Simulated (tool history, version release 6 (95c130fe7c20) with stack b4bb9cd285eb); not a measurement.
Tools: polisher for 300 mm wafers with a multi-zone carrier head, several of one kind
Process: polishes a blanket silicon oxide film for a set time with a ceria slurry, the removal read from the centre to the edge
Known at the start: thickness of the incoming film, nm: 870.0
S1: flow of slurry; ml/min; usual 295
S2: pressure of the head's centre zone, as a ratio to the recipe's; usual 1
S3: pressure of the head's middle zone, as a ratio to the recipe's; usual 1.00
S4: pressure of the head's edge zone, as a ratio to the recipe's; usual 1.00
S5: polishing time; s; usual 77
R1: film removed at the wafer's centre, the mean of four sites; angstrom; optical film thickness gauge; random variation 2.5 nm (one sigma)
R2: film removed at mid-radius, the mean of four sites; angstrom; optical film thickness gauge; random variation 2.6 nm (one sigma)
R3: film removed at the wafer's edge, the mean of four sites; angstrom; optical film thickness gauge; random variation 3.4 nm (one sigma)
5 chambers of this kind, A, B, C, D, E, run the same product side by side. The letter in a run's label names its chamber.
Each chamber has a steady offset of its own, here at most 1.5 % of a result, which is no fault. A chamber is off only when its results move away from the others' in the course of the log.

| run | day | S1 | S2 | S3 | S4 | S5 | R1 | R2 | R3 |
|---|---|---|---|---|---|---|---|---|---|
| 1B | 0.138 | 295 | 1 | 1.00 | 1.00 | 77 | 2953.9 | 2941.7 | 2885.6 |
| 2E | 0.267 | 295 | 1 | 1.00 | 1.00 | 77 | 2939.3 | 2913.8 | 2935.0 |
| 3D | 0.421 | 295 | 1 | 1.00 | 1.00 | 77 | 2893.8 | 2993.8 | 2949.0 |
| 4C | 0.592 | 295 | 1 | 1.00 | 1.00 | 77 | 2938.8 | 2935.6 | 2945.6 |
| 5A | 0.725 | 295 | 1 | 1.00 | 1.00 | 77 | 2943.7 | 2989.6 | 2959.4 |
|  | 0.867 | chamber C: slurry nozzle cleaned |
| 6D | 0.888 | 295 | 1 | 1.00 | 1.00 | 77 | 2952.1 | 2953.8 | 2926.1 |
| 7B | 0.975 | 295 | 1 | 1.00 | 1.00 | 77 | 2924.1 | 2985.3 | 2950.9 |
|  | 1.117 | chamber B: worn pad replaced by a new one |
| 8E | 1.146 | 295 | 1 | 1.00 | 1.00 | 77 | 2934.9 | 2966.4 | 2912.7 |
| 9A | 1.229 | 295 | 1 | 1.00 | 1.00 | 77 | 2924.6 | 2975.9 | 2969.7 |
| 10C | 1.388 | 295 | 1 | 1.00 | 1.00 | 77 | 2955.8 | 2974.0 | 2893.8 |
| 11D | 1.508 | 295 | 1 | 1.00 | 1.06 | 93 | 3568.6 | 3485.6 | 3733.7 |
| 12A | 1.638 | 295 | 1 | 1.00 | 1.06 | 93 | 3630.5 | 3620.6 | 3660.5 |
| 13C | 1.788 | 295 | 1 | 1.00 | 1.06 | 93 | 3582.3 | 3554.7 | 3646.3 |
| 14E | 1.896 | 295 | 1 | 1.00 | 1.06 | 93 | 3481.8 | 3549.5 | 3652.4 |
| 15B | 2.075 | 295 | 1 | 1.00 | 1.06 | 93 | 3551.9 | 3589.7 | 3682.3 |
| 16C | 2.233 | 295 | 1 | 1.00 | 1.00 | 77 | 2989.0 | 2975.9 | 2841.1 |
| 17A | 2.354 | 295 | 1 | 1.00 | 1.00 | 77 | 2952.5 | 2965.3 | 2950.3 |
| 18E | 2.508 | 295 | 1 | 1.00 | 1.00 | 77 | 2917.3 | 2915.9 | 2972.8 |
|  | 2.617 | chamber C: worn pad replaced by a new one |
| 19B | 2.675 | 295 | 1 | 1.00 | 1.00 | 77 | 2938.6 | 2947.6 | 2958.4 |
| 20D | 2.775 | 295 | 1 | 1.00 | 1.00 | 77 | 2923.1 | 2980.2 | 2922.3 |
| 21C | 2.900 | 295 | 1 | 1.00 | 1.00 | 77 | 2929.6 | 2948.9 | 2897.3 |
|  | 3.008 | chamber A: worn pad replaced by a new one |
| 22D | 3.054 | 295 | 1 | 1.00 | 1.00 | 77 | 2875.3 | 2950.1 | 2914.0 |
|  | 3.196 | chamber D: slurry nozzle cleaned |
| 23B | 3.212 | 295 | 1 | 1.00 | 1.00 | 77 | 2922.1 | 2943.1 | 2915.0 |
| 24E | 3.392 | 295 | 1 | 1.00 | 1.00 | 77 | 2860.0 | 2915.0 | 2880.0 |
|  | 3.529 | chamber E: worn pad replaced by a new one |
| 25A | 3.542 | 295 | 1 | 1.00 | 1.00 | 77 | 2960.9 | 2948.1 | 2924.7 |
|  | 3.546 | chamber D: centre zone pressure recalibrated |
| 26E | 3.700 | 295 | 1 | 1.00 | 1.00 | 77 | 2872.3 | 2973.4 | 2878.1 |
|  | 3.725 | chamber D: worn pad replaced by a new one |
| 27C | 3.875 | 350 | 1 | 1.00 | 1.00 | 77 | 2993.8 | 3022.5 | 3008.4 |
|  | 3.908 | chamber B: worn pad replaced by a new one |
| 28A | 4.042 | 350 | 1 | 1.00 | 1.00 | 77 | 3032.4 | 3024.7 | 2983.4 |
| 29B | 4.146 | 350 | 1 | 1.00 | 1.00 | 77 | 3032.5 | 2988.9 | 3026.9 |
| 30D | 4.325 | 350 | 1 | 1.00 | 1.00 | 77 | 3016.0 | 3023.0 | 2899.7 |
| 31B | 4.421 | 350 | 1 | 1.00 | 1.00 | 77 | 2976.9 | 3024.0 | 2948.6 |
| 32C | 4.533 | 295 | 1 | 1.00 | 1.00 | 77 | 2924.6 | 2931.7 | 2951.3 |
| 33D | 4.633 | 295 | 1 | 1.00 | 1.00 | 77 | 2899.6 | 2955.1 | 2945.5 |
| 34E | 4.812 | 295 | 1 | 1.00 | 1.00 | 77 | 2816.2 | 2967.9 | 2959.9 |
| 35A | 4.938 | 295 | 1 | 1.00 | 1.00 | 77 | 2982.5 | 2960.9 | 2962.6 |
|  | 4.996 | chamber A: edge zone pressure recalibrated |
| 36D | 5.075 | 295 | 1 | 1.00 | 1.00 | 77 | 2873.8 | 2979.2 | 2972.3 |
| 37E | 5.188 | 295 | 1 | 1.00 | 1.00 | 77 | 2835.0 | 2937.1 | 2927.5 |
| 38C | 5.296 | 295 | 1 | 1.06 | 1.00 | 77 | 2957.1 | 3064.0 | 2905.8 |
| 39A | 5.475 | 295 | 1 | 1.06 | 1.00 | 77 | 2960.4 | 3058.6 | 2927.6 |
| 40B | 5.575 | 295 | 1 | 1.06 | 1.00 | 77 | 2939.2 | 3120.5 | 2931.4 |
| 41E | 5.683 | 295 | 1 | 1.06 | 1.00 | 77 | 2815.7 | 3135.8 | 2938.2 |
| 42D | 5.838 | 295 | 1 | 1.06 | 1.00 | 77 | 2936.7 | 3142.5 | 2915.1 |

All 5 chambers run these settings next. Forecast each chamber's results:
| 43A | 5.975 | 295 | 1 | 1.00 | 1.00 | 77 | ? | ? | ? |
| 43B | 5.975 | 295 | 1 | 1.00 | 1.00 | 77 | ? | ? | ? |
| 43C | 5.975 | 295 | 1 | 1.00 | 1.00 | 77 | ? | ? | ? |
| 43D | 5.975 | 295 | 1 | 1.00 | 1.00 | 77 | ? | ? | ? |
| 43E | 5.975 | 295 | 1 | 1.00 | 1.00 | 77 | ? | ? | ? |

| run | R1 | R2 | R3 |
|---|---|---|---|
| 43A | 2965.2 | 2923.2 | 2967.0 |
| 43B | 2906.6 | 2947.9 | 2941.0 |
| 43C | 2945.9 | 2903.0 | 2890.0 |
| 43D | 2951.0 | 2993.9 | 2926.4 |
| 43E | 2802.6 | 2967.4 | 2944.4 |
